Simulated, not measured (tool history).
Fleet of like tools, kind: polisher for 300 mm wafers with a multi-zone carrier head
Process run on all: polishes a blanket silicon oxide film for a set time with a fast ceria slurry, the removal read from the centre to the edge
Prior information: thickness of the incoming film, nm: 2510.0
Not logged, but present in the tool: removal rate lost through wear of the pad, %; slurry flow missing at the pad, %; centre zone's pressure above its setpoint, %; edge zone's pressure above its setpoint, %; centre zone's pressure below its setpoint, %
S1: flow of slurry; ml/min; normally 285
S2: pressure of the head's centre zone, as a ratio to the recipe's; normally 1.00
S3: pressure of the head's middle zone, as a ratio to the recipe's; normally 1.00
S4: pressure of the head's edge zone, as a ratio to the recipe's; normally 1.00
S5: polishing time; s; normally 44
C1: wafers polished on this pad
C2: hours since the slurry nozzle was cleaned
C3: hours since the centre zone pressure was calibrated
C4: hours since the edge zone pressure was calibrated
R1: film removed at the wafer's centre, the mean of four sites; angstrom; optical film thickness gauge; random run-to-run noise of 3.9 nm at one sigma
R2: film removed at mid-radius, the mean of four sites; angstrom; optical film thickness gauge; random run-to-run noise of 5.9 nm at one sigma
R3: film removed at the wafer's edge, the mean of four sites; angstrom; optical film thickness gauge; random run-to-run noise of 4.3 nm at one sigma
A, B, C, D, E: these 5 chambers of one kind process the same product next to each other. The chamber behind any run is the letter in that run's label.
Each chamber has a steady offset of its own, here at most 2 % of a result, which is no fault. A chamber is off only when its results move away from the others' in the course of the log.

run 1B day=0.325 | S1=285 S2=1.00 S3=1.00 S4=1.00 S5=44 | C1=773 C2=428.8 C3=478.9 C4=688.4 | R1=4264.8 R2=4180.9 R3=4235.1
-- day=0.358 chamber E: worn pad replaced by a new one
-- day=0.617 chamber D: slurry nozzle cleaned
run 2D day=0.812 | S1=285 S2=1.00 S3=1.00 S4=1.00 S5=44 | C1=843 C2=4.7 C3=697.9 C4=695.5 | R1=4326.3 R2=4294.5 R3=4332.9
-- day=1.033 chamber B: worn pad replaced by a new one
-- day=1.062 chamber A: worn pad replaced by a new one
run 3E day=1.275 | S1=285 S2=1.00 S3=1.00 S4=1.00 S5=44 | C1=259 C2=183.8 C3=271.3 C4=62.0 | R1=4248.8 R2=4281.8 R3=4331.2
-- day=1.438 chamber D: edge zone pressure recalibrated
run 4C day=1.717 | S1=285 S2=1.00 S3=1.00 S4=1.00 S5=44 | C1=723 C2=329.9 C3=481.6 C4=105.2 | R1=4329.9 R2=4212.0 R3=4266.8
run 5A day=2.200 | S1=285 S2=1.00 S3=1.00 S4=0.93 S5=44 | C1=320 C2=142.2 C3=168.1 C4=236.0 | R1=4212.5 R2=4186.8 R3=4056.9
-- day=2.246 chamber E: slurry nozzle cleaned
run 6E day=2.554 | S1=285 S2=1.00 S3=1.00 S4=0.93 S5=44 | C1=618 C2=7.5 C3=302.0 C4=92.7 | R1=4217.5 R2=4262.3 R3=4157.4
run 7C day=3.021 | S1=285 S2=1.00 S3=1.00 S4=0.93 S5=44 | C1=1090 C2=361.2 C3=512.9 C4=136.5 | R1=4243.3 R2=4296.7 R3=4148.6
-- day=3.317 chamber D: worn pad replaced by a new one
run 8D day=3.396 | S1=285 S2=1.00 S3=1.00 S4=0.93 S5=44 | C1=23 C2=66.7 C3=759.9 C4=47.1 | R1=4321.4 R2=4364.4 R3=4158.6
-- day=3.496 chamber E: worn pad replaced by a new one
run 9A day=3.829 | S1=285 S2=1.00 S3=1.00 S4=0.93 S5=44 | C1=778 C2=181.3 C3=207.2 C4=275.1 | R1=4274.0 R2=4215.1 R3=4172.6
-- day=3.900 chamber A: worn pad replaced by a new one
-- day=4.208 chamber B: worn pad replaced by a new one
run 10B day=4.238 | S1=285 S2=1.00 S3=1.00 S4=1.00 S5=44 | C1=8 C2=522.7 C3=572.8 C4=782.3 | R1=4336.3 R2=4146.6 R3=4275.5
run 11D day=4.500 | S1=285 S2=1.00 S3=1.00 S4=1.00 S5=44 | C1=333 C2=93.2 C3=786.4 C4=73.6 | R1=4240.6 R2=4257.2 R3=4301.0
run 12E day=5.000 | S1=285 S2=1.00 S3=1.00 S4=1.00 S5=44 | C1=424 C2=66.2 C3=360.7 C4=151.4 | R1=4258.9 R2=4290.0 R3=4285.9
run 13B day=5.325 | S1=285 S2=1.00 S3=1.00 S4=1.00 S5=44 | C1=314 C2=548.8 C3=598.9 C4=808.4 | R1=4317.9 R2=4185.0 R3=4325.4
run 14A day=5.625 | S1=285 S2=1.00 S3=1.00 S4=1.00 S5=44 | C1=485 C2=224.4 C3=250.3 C4=318.2 | R1=4291.4 R2=4205.8 R3=4317.8
run 15C day=5.908 | S1=285 S2=1.00 S3=1.04 S4=1.00 S5=44 | C1=1902 C2=430.5 C3=582.2 C4=205.8 | R1=4226.7 R2=4362.9 R3=4281.3
run 16A day=6.133 | S1=285 S2=1.00 S3=1.04 S4=1.00 S5=44 | C1=628 C2=236.6 C3=262.5 C4=330.4 | R1=4295.9 R2=4350.4 R3=4337.9
run 17B day=6.404 | S1=285 S2=1.00 S3=1.04 S4=1.00 S5=44 | C1=617 C2=574.7 C3=624.8 C4=834.3 | R1=4295.2 R2=4388.0 R3=4235.2
-- day=6.533 chamber E: worn pad replaced by a new one
run 18E day=6.921 | S1=285 S2=1.00 S3=1.04 S4=1.00 S5=44 | C1=109 C2=112.3 C3=406.8 C4=197.5 | R1=4201.4 R2=4436.6 R3=4251.9
-- day=6.925 chamber A: worn pad replaced by a new one
-- day=6.925 chamber B: worn pad replaced by a new one
-- day=7.046 chamber E: centre zone pressure recalibrated
run 19C day=7.312 | S1=285 S2=1.00 S3=1.04 S4=1.00 S5=44 | C1=2298 C2=464.2 C3=615.9 C4=239.5 | R1=4196.2 R2=4316.5 R3=4124.0
run 20D day=7.683 | S1=285 S2=1.00 S3=1.00 S4=1.00 S5=44 | C1=1229 C2=169.6 C3=862.8 C4=150.0 | R1=4263.2 R2=4310.3 R3=4351.1
run 21A day=7.996 | S1=285 S2=1.00 S3=1.00 S4=1.00 S5=44 | C1=302 C2=281.3 C3=307.2 C4=375.1 | R1=4281.1 R2=4311.9 R3=4282.2
-- day=8.154 chamber D: worn pad replaced by a new one
-- day=8.188 chamber C: centre zone pressure recalibrated
run 22E day=8.479 | S1=285 S2=1.00 S3=1.00 S4=1.00 S5=44 | C1=547 C2=149.7 C3=34.4 C4=234.9 | R1=4223.5 R2=4297.7 R3=4328.6
run 23C day=8.896 | S1=285 S2=0.92 S3=1.00 S4=1.10 S5=44 | C1=2743 C2=502.2 C3=17.0 C4=277.5 | R1=3787.8 R2=4039.0 R3=4339.3
run 24B day=9.338 | S1=285 S2=0.92 S3=1.00 S4=1.10 S5=44 | C1=679 C2=645.1 C3=695.2 C4=904.7 | R1=3947.3 R2=4139.2 R3=4565.5
run 25D day=9.629 | S1=285 S2=0.92 S3=1.00 S4=1.10 S5=44 | C1=415 C2=216.3 C3=909.5 C4=196.7 | R1=3965.7 R2=4399.0 R3=4525.9
-- day=9.692 chamber D: centre zone pressure recalibrated
-- day=9.742 chamber A: worn pad replaced by a new one
run 26B day=9.867 | S1=285 S2=0.92 S3=1.00 S4=1.10 S5=44 | C1=828 C2=657.8 C3=707.9 C4=917.4 | R1=3871.7 R2=4201.9 R3=4578.9
run 27E day=10.133 | S1=285 S2=0.92 S3=1.00 S4=1.10 S5=44 | C1=1013 C2=189.4 C3=74.1 C4=274.6 | R1=3920.5 R2=4402.4 R3=4498.7
-- day=10.188 chamber E: worn pad replaced by a new one
-- day=10.204 chamber E: edge zone pressure recalibrated
-- day=10.412 chamber B: worn pad replaced by a new one
run 28A day=10.504 | S1=285 S2=1.00 S3=1.00 S4=1.00 S5=44 | C1=215 C2=341.5 C3=367.4 C4=435.3 | R1=4220.4 R2=4209.0 R3=4223.2
run 29D day=10.888 | S1=285 S2=1.00 S3=1.00 S4=1.00 S5=44 | C1=769 C2=246.5 C3=28.7 C4=226.9 | R1=4309.4 R2=4351.4 R3=4224.9
run 30C day=11.112 | S1=285 S2=1.00 S3=1.00 S4=1.00 S5=44 | C1=3367 C2=555.4 C3=70.2 C4=330.7 | R1=4070.9 R2=3953.9 R3=4039.2
run 31B day=11.429 | S1=285 S2=1.00 S3=1.00 S4=1.00 S5=44 | C1=287 C2=695.3 C3=745.4 C4=954.9 | R1=4347.7 R2=4256.2 R3=4283.2
run 32E day=11.896 | S1=285 S2=1.00 S3=1.00 S4=1.00 S5=44 | C1=481 C2=231.7 C3=116.4 C4=40.7 | R1=4150.5 R2=4401.4 R3=4298.3
-- day=11.946 chamber B: slurry nozzle cleaned
run 33A day=12.217 | S1=285 S2=1.00 S3=1.00 S4=1.00 S5=44 | C1=697 C2=382.6 C3=408.5 C4=476.4 | R1=4304.7 R2=4236.8 R3=4182.4
-- day=12.362 chamber A: slurry nozzle cleaned
run 34C day=12.708 | S1=285 S2=1.00 S3=1.00 S4=1.00 S5=44 | C1=3816 C2=593.7 C3=108.5 C4=369.0 | R1=4046.0 R2=3839.9 R3=3843.0
-- day=12.738 chamber E: slurry nozzle cleaned
run 35D day=13.133 | S1=285 S2=1.00 S3=1.00 S4=1.00 S5=44 | C1=1401 C2=300.4 C3=82.6 C4=280.8 | R1=4282.1 R2=4302.7 R3=4197.6
-- day=13.304 chamber A: worn pad replaced by a new one
-- day=13.458 chamber B: worn pad replaced by a new one
-- day=13.471 chamber D: worn pad replaced by a new one
-- day=13.533 chamber E: worn pad replaced by a new one
run 36E day=13.638 | S1=285 S2=1.00 S3=1.00 S4=1.00 S5=44 | C1=30 C2=21.6 C3=158.2 C4=82.5 | R1=4190.8 R2=4261.5 R3=4253.9
run 37D day=14.042 | S1=285 S2=1.00 S3=1.00 S4=1.00 S5=44 | C1=161 C2=322.2 C3=104.4 C4=302.6 | R1=4232.9 R2=4290.9 R3=4268.9
run 38B day=14.550 | S1=285 S2=1.00 S3=1.00 S4=1.00 S5=44 | C1=308 C2=62.6 C3=820.3 C4=1029.8 | R1=4316.8 R2=4056.8 R3=4318.0
run 39A day=14.904 | S1=285 S2=1.00 S3=1.00 S4=1.00 S5=44 | C1=450 C2=61.1 C3=473.0 C4=540.9 | R1=4249.8 R2=4294.7 R3=4239.7
run 40C day=15.375 | S1=285 S2=1.00 S3=1.00 S4=1.00 S5=44 | C1=4566 C2=657.7 C3=172.5 C4=433.0 | R1=3878.3 R2=3805.8 R3=3863.3
run 41E day=15.633 | S1=285 S2=1.00 S3=1.00 S4=1.00 S5=44 | C1=591 C2=69.5 C3=206.1 C4=130.4 | R1=4200.4 R2=4267.8 R3=4244.2

What goes on in this fleet: one chamber off, a drifting gauge, or nothing beyond the chambers' own small offsets? Name the chamber and the cause, if any.

One chamber, C, drifts off from the rest bit by bit.
Most likely cause: removal rate lost through wear of the pad, % = 10.2.

Chamber C could run next with any of the 4 candidate recipes listed below; each alters the usual settings, and their results appear as question marks. Which one brings its results back in line with what the other chambers deliver on the usual settings?
In-line tolerance around the mean of the other chambers on the usual settings: R1 140.0 angstrom; R2 210.0 angstrom; R3 150.0 angstrom
run 42C-1 day=16.004 | S1=285 S2=1.01 S3=0.99 S4=1.00 S5=42 | R1=? R2=? R3=?
run 42C-2 day=16.004 | S1=285 S2=0.99 S3=1.01 S4=1.01 S5=49 | R1=? R2=? R3=?
run 42C-3 day=16.004 | S1=285 S2=1.01 S3=0.99 S4=0.99 S5=39 | R1=? R2=? R3=?
run 42C-4 day=16.004 | S1=285 S2=0.99 S3=1.01 S4=1.00 S5=46 | R1=? R2=? R3=?

Usual-settings mean across the other chambers: R1 4276.3 angstrom; R2 4283.1 angstrom; R3 4284.4 angstrom
run=42C-1 R1=3746.9 R2=3600.6 R3=3657.9
run=42C-2 R1=4276.0 R2=4279.5 R3=4288.4
run=42C-3 R1=3479.3 R2=3343.5 R3=3379.0
run=42C-4 R1=4014.2 R2=4017.5 R3=4005.1
Change 42C-2 lands the chamber within the allowed miss of the other chambers.
